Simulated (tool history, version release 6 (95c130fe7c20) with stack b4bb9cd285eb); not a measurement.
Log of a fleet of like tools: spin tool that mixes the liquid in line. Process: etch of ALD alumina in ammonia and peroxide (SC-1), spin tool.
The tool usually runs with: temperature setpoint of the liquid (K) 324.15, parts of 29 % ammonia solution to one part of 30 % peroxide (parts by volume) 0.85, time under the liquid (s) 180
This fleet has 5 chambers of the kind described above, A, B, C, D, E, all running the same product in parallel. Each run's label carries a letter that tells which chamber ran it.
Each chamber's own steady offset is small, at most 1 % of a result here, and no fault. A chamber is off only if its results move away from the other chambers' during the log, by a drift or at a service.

run	hour	temperature setpoint of the liquid (K)	parts of 29 % ammonia solution to one part of 30 % peroxide (parts by volume)	time under the liquid (s)	read-back film thickness of the ALD alumina reference wafer, read on the same gauge (nm)	thickness taken off the ALD alumina on a monitor wafer (Å)
# hour 3.8: chamber C: ammonia flow meter replaced
# hour 4.1: chamber E: ammonia flow meter replaced
1D	4.8	324.15	0.85	180	139.96	113.83
# hour 6.3: chamber E: heated supply line repaired
2E	10.3	324.15	0.85	180	140	116.13
3B	14.4	324.15	0.85	180	140.02	116.29
4A	19.6	324.15	0.85	180	140.01	116.51
5C	25.5	324.15	0.85	180	140.02	115.92
6D	33	324.15	0.85	180	140.03	116
7E	39.9	324.15	0.85	180	139.95	115.48
8B	49.1	324.15	0.85	180	140.01	116.3
9C	54.9	315.65	0.85	140	140.02	56.932
10A	63.4	315.65	0.85	140	140.03	55.633
11C	70.9	315.65	0.85	140	140.02	57.383
12D	75.3	315.65	0.85	140	139.99	56.132
13B	80.5	315.65	0.85	140	140	56.389
# hour 84: chamber C: heated supply line repaired
14A	89.1	316.65	0.85	240	139.99	101.56
15E	97.5	316.65	0.85	240	139.98	100.98
16D	104.7	316.65	0.85	240	139.97	101.83
17C	109.3	316.65	0.85	240	140.02	104.85
18E	114	316.65	0.85	240	140	100.81
19A	118.3	324.15	0.85	180	140.02	115.16
20B	123.4	324.15	0.85	180	139.99	115.99
21A	127.7	324.15	0.85	180	140.01	115.98
22D	136.7	324.15	0.85	180	139.97	115.78
# hour 141.4: chamber A: heated supply line repaired
23B	144	324.15	0.85	180	140	116.34
# hour 149.9: chamber B: new drum of ammonia solution connected
24E	150.8	324.15	0.85	180	139.97	115.74
# hour 150.9: chamber D: heated supply line repaired
25C	157.2	314.15	0.7	180	139.99	68.707
26A	166.5	314.15	0.7	180	139.99	64.498
27E	172.7	314.15	0.7	180	140.01	64.985
28C	179.7	314.15	0.7	180	140	69.272
29B	188.7	314.15	0.7	180	139.98	65.947
# hour 191: chamber A: new drum of ammonia solution connected
30D	194.6	324.15	0.85	180	139.99	116.62
# hour 197.6: chamber C: new drum of ammonia solution connected
31C	199.7	324.15	0.85	180	139.99	123
32E	205	324.15	0.85	180	140.01	115.13
33B	213.3	324.15	0.85	180	140.03	116.67
34A	219	324.15	0.85	240	139.99	155.92
35D	225.4	324.15	0.85	240	139.98	154

Next, all 5 chambers run the settings below, one line each with question marks for the results. What does each chamber give?
36A	232.1	324.15	0.7	180		?
36B	232.1	324.15	0.7	180		?
36C	232.1	324.15	0.7	180		?
36D	232.1	324.15	0.7	180		?
36E	232.1	324.15	0.7	180		?

run	thickness taken off the ALD alumina on a monitor wafer (Å)
36A	112.89
36B	113.46
36C	122.47
36D	112.62
36E	113.48

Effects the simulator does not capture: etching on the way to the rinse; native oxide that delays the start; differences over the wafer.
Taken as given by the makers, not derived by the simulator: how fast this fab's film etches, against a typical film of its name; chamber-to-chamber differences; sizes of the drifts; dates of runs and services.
